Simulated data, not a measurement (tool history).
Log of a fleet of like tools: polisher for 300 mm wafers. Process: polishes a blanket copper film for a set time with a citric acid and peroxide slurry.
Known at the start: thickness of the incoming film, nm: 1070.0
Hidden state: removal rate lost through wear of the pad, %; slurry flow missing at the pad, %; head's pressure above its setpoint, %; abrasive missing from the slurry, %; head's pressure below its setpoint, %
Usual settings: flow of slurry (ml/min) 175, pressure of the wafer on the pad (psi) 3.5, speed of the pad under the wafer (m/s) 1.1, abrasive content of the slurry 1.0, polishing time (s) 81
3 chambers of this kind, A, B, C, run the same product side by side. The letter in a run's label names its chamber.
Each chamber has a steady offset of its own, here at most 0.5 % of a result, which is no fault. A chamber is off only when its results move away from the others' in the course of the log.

| run | hour | flow of slurry (ml/min) | pressure of the wafer on the pad (psi) | speed of the pad under the wafer (m/s) | abrasive content of the slurry | polishing time (s) | wafers polished on this pad | hours since the slurry nozzle was cleaned | hours since the head pressure was calibrated | hours since the slurry blender was calibrated | film removed (Å) |
|---|---|---|---|---|---|---|---|---|---|---|---|
|  | 7.1 | chamber B: slurry blender recalibrated |
| 1C | 7.4 | 175 | 3.5 | 1.1 | 1.0 | 81 | 580 | 75.4 | 577.6 | 20.0 | 2486.3 |
|  | 13.6 | chamber A: worn pad replaced by a new one |
| 2A | 15.5 | 175 | 3.5 | 1.1 | 1.0 | 81 | 13 | 183.7 | 148.0 | 403.0 | 2459.8 |
| 3B | 20.5 | 175 | 3.5 | 1.1 | 1.0 | 81 | 486 | 211.0 | 213.2 | 13.5 | 2460.6 |
| 4B | 29.4 | 175 | 3.5 | 1.1 | 1.0 | 81 | 546 | 219.9 | 222.1 | 22.4 | 2476.1 |
| 5A | 35.7 | 175 | 3.5 | 1.1 | 1.0 | 81 | 149 | 203.9 | 168.2 | 423.2 | 2445.0 |
|  | 36.9 | chamber B: worn pad replaced by a new one |
|  | 39.5 | chamber C: worn pad replaced by a new one |
| 6C | 44.4 | 175 | 3.5 | 1.1 | 1.0 | 81 | 33 | 112.4 | 614.6 | 57.0 | 2426.2 |
|  | 52.5 | chamber A: slurry blender recalibrated |
| 7A | 53.7 | 175 | 3.5 | 1.1 | 1.0 | 81 | 270 | 221.9 | 186.2 | 1.2 | 2460.7 |
| 8B | 64.0 | 125 | 3.5 | 1.1 | 1.0 | 81 | 182 | 254.5 | 256.7 | 57.0 | 2379.2 |
| 9C | 71.4 | 125 | 3.5 | 1.1 | 1.0 | 81 | 214 | 139.4 | 641.6 | 84.0 | 2314.7 |
| 10A | 78.5 | 125 | 3.5 | 1.1 | 1.0 | 81 | 436 | 246.7 | 211.0 | 26.0 | 2302.8 |
|  | 82.1 | chamber A: slurry nozzle cleaned |
| 11C | 88.8 | 175 | 3.5 | 1.1 | 1.0 | 81 | 331 | 156.8 | 659.0 | 101.4 | 2439.2 |
| 12B | 95.8 | 175 | 3.5 | 1.1 | 1.0 | 81 | 395 | 286.3 | 288.5 | 88.8 | 2489.1 |
| 13A | 106.1 | 175 | 3.5 | 1.1 | 1.0 | 81 | 622 | 24.0 | 238.6 | 53.6 | 2498.5 |
| 14C | 114.0 | 175 | 3.5 | 1.1 | 1.0 | 81 | 501 | 182.0 | 684.2 | 126.6 | 2466.8 |
| 15B | 119.1 | 175 | 3.5 | 1.1 | 1.0 | 81 | 552 | 309.6 | 311.8 | 112.1 | 2432.7 |
|  | 120.8 | chamber B: worn pad replaced by a new one |
|  | 124.9 | chamber A: worn pad replaced by a new one |
| 16B | 126.4 | 175 | 3.5 | 1.1 | 1.0 | 81 | 37 | 316.9 | 319.1 | 119.4 | 2484.5 |
| 17A | 137.8 | 175 | 3.5 | 1.1 | 1.0 | 81 | 87 | 55.7 | 270.3 | 85.3 | 2461.9 |
|  | 141.4 | chamber C: worn pad replaced by a new one |
| 18C | 149.5 | 175 | 3.5 | 1.1 | 1.0 | 81 | 54 | 217.5 | 719.7 | 162.1 | 2427.7 |
| 19B | 160.1 | 175 | 3.5 | 1.1 | 1.0 | 81 | 264 | 350.6 | 352.8 | 153.1 | 2486.3 |
| 20C | 167.3 | 175 | 3.0 | 1.1 | 1.1 | 81 | 174 | 235.3 | 737.5 | 179.9 | 2151.1 |
| 21A | 178.7 | 175 | 3.0 | 1.1 | 1.1 | 81 | 362 | 96.6 | 311.2 | 126.2 | 2151.1 |
| 22B | 184.5 | 175 | 3.0 | 1.1 | 1.1 | 81 | 428 | 375.0 | 377.2 | 177.5 | 2167.3 |
| 23A | 192.8 | 175 | 3.5 | 1.1 | 1.0 | 81 | 456 | 110.7 | 325.3 | 140.3 | 2478.5 |

Is one chamber off against the others, does the gauge drift, or is nothing wrong? If a chamber is off, say which, and what the likeliest cause is.

No chamber stands off beyond its own small offset, and the gauge holds steady.

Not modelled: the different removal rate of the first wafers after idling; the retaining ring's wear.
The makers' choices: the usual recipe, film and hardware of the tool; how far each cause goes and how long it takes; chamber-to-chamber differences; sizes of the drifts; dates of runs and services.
